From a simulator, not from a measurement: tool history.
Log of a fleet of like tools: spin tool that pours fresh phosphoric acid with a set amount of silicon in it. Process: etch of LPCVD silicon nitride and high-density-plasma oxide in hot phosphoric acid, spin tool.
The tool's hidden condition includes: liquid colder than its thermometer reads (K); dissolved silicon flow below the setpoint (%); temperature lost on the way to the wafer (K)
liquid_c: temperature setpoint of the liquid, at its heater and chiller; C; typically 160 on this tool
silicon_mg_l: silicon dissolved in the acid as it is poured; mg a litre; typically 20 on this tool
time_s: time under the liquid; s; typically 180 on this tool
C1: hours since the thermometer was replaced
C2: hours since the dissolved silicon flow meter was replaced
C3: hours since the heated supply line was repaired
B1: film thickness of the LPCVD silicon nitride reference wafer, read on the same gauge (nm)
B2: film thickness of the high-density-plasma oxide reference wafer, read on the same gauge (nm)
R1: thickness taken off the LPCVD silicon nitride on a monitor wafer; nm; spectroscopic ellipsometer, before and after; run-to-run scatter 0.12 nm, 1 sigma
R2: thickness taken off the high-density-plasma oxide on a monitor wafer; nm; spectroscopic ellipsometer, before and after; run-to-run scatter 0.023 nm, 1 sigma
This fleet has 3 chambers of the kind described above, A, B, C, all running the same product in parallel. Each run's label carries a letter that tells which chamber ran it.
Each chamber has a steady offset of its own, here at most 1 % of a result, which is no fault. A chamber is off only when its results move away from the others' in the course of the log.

run 1A day=0.483 | liquid_c=160 silicon_mg_l=20 time_s=180 | C1=1864.3 C2=126 C3=1527.9 | B1=40.026 B2=120.01 | R1=16.458 R2=0.28304
run 2B day=1.067 | liquid_c=160 silicon_mg_l=20 time_s=180 | C1=2459.2 C2=268 C3=1155.7 | B1=40.002 B2=120.01 | R1=16.117 R2=0.28165
run 3C day=1.483 | liquid_c=160 silicon_mg_l=20 time_s=180 | C1=77.4 C2=1354.1 C3=2695.7 | B1=40.008 B2=120.01 | R1=16.386 R2=0.28514
run 4A day=1.967 | liquid_c=160 silicon_mg_l=20 time_s=180 | C1=1899.9 C2=161.6 C3=1563.5 | B1=40 B2=120.02 | R1=16.199 R2=0.25283
run 5B day=2.579 | liquid_c=160 silicon_mg_l=20 time_s=180 | C1=2495.5 C2=304.3 C3=1192 | B1=39.97 B2=120 | R1=15.892 R2=0.26546
run 6C day=3.171 | liquid_c=160 silicon_mg_l=20 time_s=180 | C1=117.9 C2=1394.6 C3=2736.2 | B1=40.016 B2=120 | R1=16.441 R2=0.32113
run 7C day=3.783 | liquid_c=160 silicon_mg_l=20 time_s=180 | C1=132.6 C2=1409.3 C3=2750.9 | B1=40.006 B2=120.02 | R1=16.315 R2=0.24787
run 8B day=4.121 | liquid_c=160 silicon_mg_l=20 time_s=180 | C1=2532.5 C2=341.3 C3=1229 | B1=40.01 B2=120 | R1=16.253 R2=0.28988
run 9A day=4.433 | liquid_c=160 silicon_mg_l=20 time_s=180 | C1=1959.1 C2=220.8 C3=1622.7 | B1=39.99 B2=120.02 | R1=16.359 R2=0.30167
run 10C day=5.046 | liquid_c=157.5 silicon_mg_l=20 time_s=180 | C1=162.9 C2=1439.6 C3=2781.2 | B1=39.95 B2=119.99 | R1=15.158 R2=0.22947
run 11A day=5.371 | liquid_c=157.5 silicon_mg_l=20 time_s=180 | C1=1981.6 C2=243.3 C3=1645.2 | B1=39.975 B2=120.01 | R1=14.71 R2=0.22952
run 12B day=5.762 | liquid_c=157.5 silicon_mg_l=20 time_s=180 | C1=2571.9 C2=380.7 C3=1268.4 | B1=39.982 B2=120.01 | R1=15.117 R2=0.21457
run 13C day=6.338 | liquid_c=161.5 silicon_mg_l=20 time_s=180 | C1=193.9 C2=1470.6 C3=2812.2 | B1=39.986 B2=120.01 | R1=16.977 R2=0.32516
run 14A day=6.646 | liquid_c=161.5 silicon_mg_l=20 time_s=180 | C1=2012.2 C2=273.9 C3=1675.8 | B1=39.998 B2=119.98 | R1=16.949 R2=0.2885
run 15B day=7.179 | liquid_c=161.5 silicon_mg_l=20 time_s=180 | C1=2605.9 C2=414.7 C3=1302.4 | B1=39.971 B2=120 | R1=17.016 R2=0.33062
run 16A day=7.7 | liquid_c=160 silicon_mg_l=20 time_s=180 | C1=2037.5 C2=299.2 C3=1701.1 | B1=39.984 B2=120 | R1=16.399 R2=0.27479
run 17C day=8.204 | liquid_c=160 silicon_mg_l=20 time_s=180 | C1=238.7 C2=1515.4 C3=2857 | B1=40.003 B2=120 | R1=16.557 R2=0.28288
run 18B day=8.592 | liquid_c=160 silicon_mg_l=20 time_s=180 | C1=2639.8 C2=448.6 C3=1336.3 | B1=40.001 B2=120.01 | R1=16.275 R2=0.28651
run 19B day=9.142 | liquid_c=160 silicon_mg_l=20 time_s=180 | C1=2653 C2=461.8 C3=1349.5 | B1=40.004 B2=119.99 | R1=16.047 R2=0.27191
run 20C day=9.646 | liquid_c=160 silicon_mg_l=20 time_s=180 | C1=273.3 C2=1550 C3=2891.6 | B1=39.996 B2=120 | R1=16.626 R2=0.27877
-- day=9.704 chamber C: dissolved silicon flow meter replaced
run 21A day=10.258 | liquid_c=161.5 silicon_mg_l=15 time_s=180 | C1=2098.9 C2=360.6 C3=1762.5 | B1=40.001 B2=120 | R1=16.922 R2=0.35797
run 22B day=10.8 | liquid_c=161.5 silicon_mg_l=15 time_s=180 | C1=2692.8 C2=501.6 C3=1389.3 | B1=39.994 B2=120 | R1=17.18 R2=0.35782
-- day=10.908 chamber A: thermometer replaced
run 23C day=11.254 | liquid_c=161.5 silicon_mg_l=15 time_s=180 | C1=311.9 C2=37.3 C3=2930.2 | B1=39.984 B2=120 | R1=17.118 R2=0.30816
run 24A day=11.529 | liquid_c=160 silicon_mg_l=20 time_s=180 | C1=15 C2=391.1 C3=1793 | B1=40.019 B2=119.98 | R1=16.228 R2=0.27768
run 25B day=12.05 | liquid_c=160 silicon_mg_l=20 time_s=180 | C1=2722.8 C2=531.6 C3=1419.3 | B1=39.948 B2=120 | R1=16.204 R2=0.28461
run 26C day=12.379 | liquid_c=160 silicon_mg_l=20 time_s=180 | C1=338.9 C2=64.3 C3=2957.2 | B1=40.015 B2=120 | R1=16.23 R2=0.2928
run 27A day=12.979 | liquid_c=160 silicon_mg_l=20 time_s=180 | C1=49.8 C2=425.9 C3=1827.8 | B1=40.034 B2=120 | R1=16.183 R2=0.29345
run 28B day=13.554 | liquid_c=160 silicon_mg_l=20 time_s=85 | C1=2758.9 C2=567.7 C3=1455.4 | B1=39.991 B2=120.01 | R1=7.6913 R2=0.12016
run 29A day=14.012 | liquid_c=160 silicon_mg_l=20 time_s=85 | C1=74.6 C2=450.7 C3=1852.6 | B1=39.989 B2=120 | R1=7.5885 R2=0.13258

Next, every chamber runs the same settings. What will each give?
run 30A day=14.467 | liquid_c=160 silicon_mg_l=20 time_s=180 | R1=? R2=?
run 30B day=14.467 | liquid_c=160 silicon_mg_l=20 time_s=180 | R1=? R2=?
run 30C day=14.467 | liquid_c=160 silicon_mg_l=20 time_s=180 | R1=? R2=?

run=30A R1=16.433 R2=0.26521
run=30B R1=16.294 R2=0.26764
run=30C R1=16.392 R2=0.26451
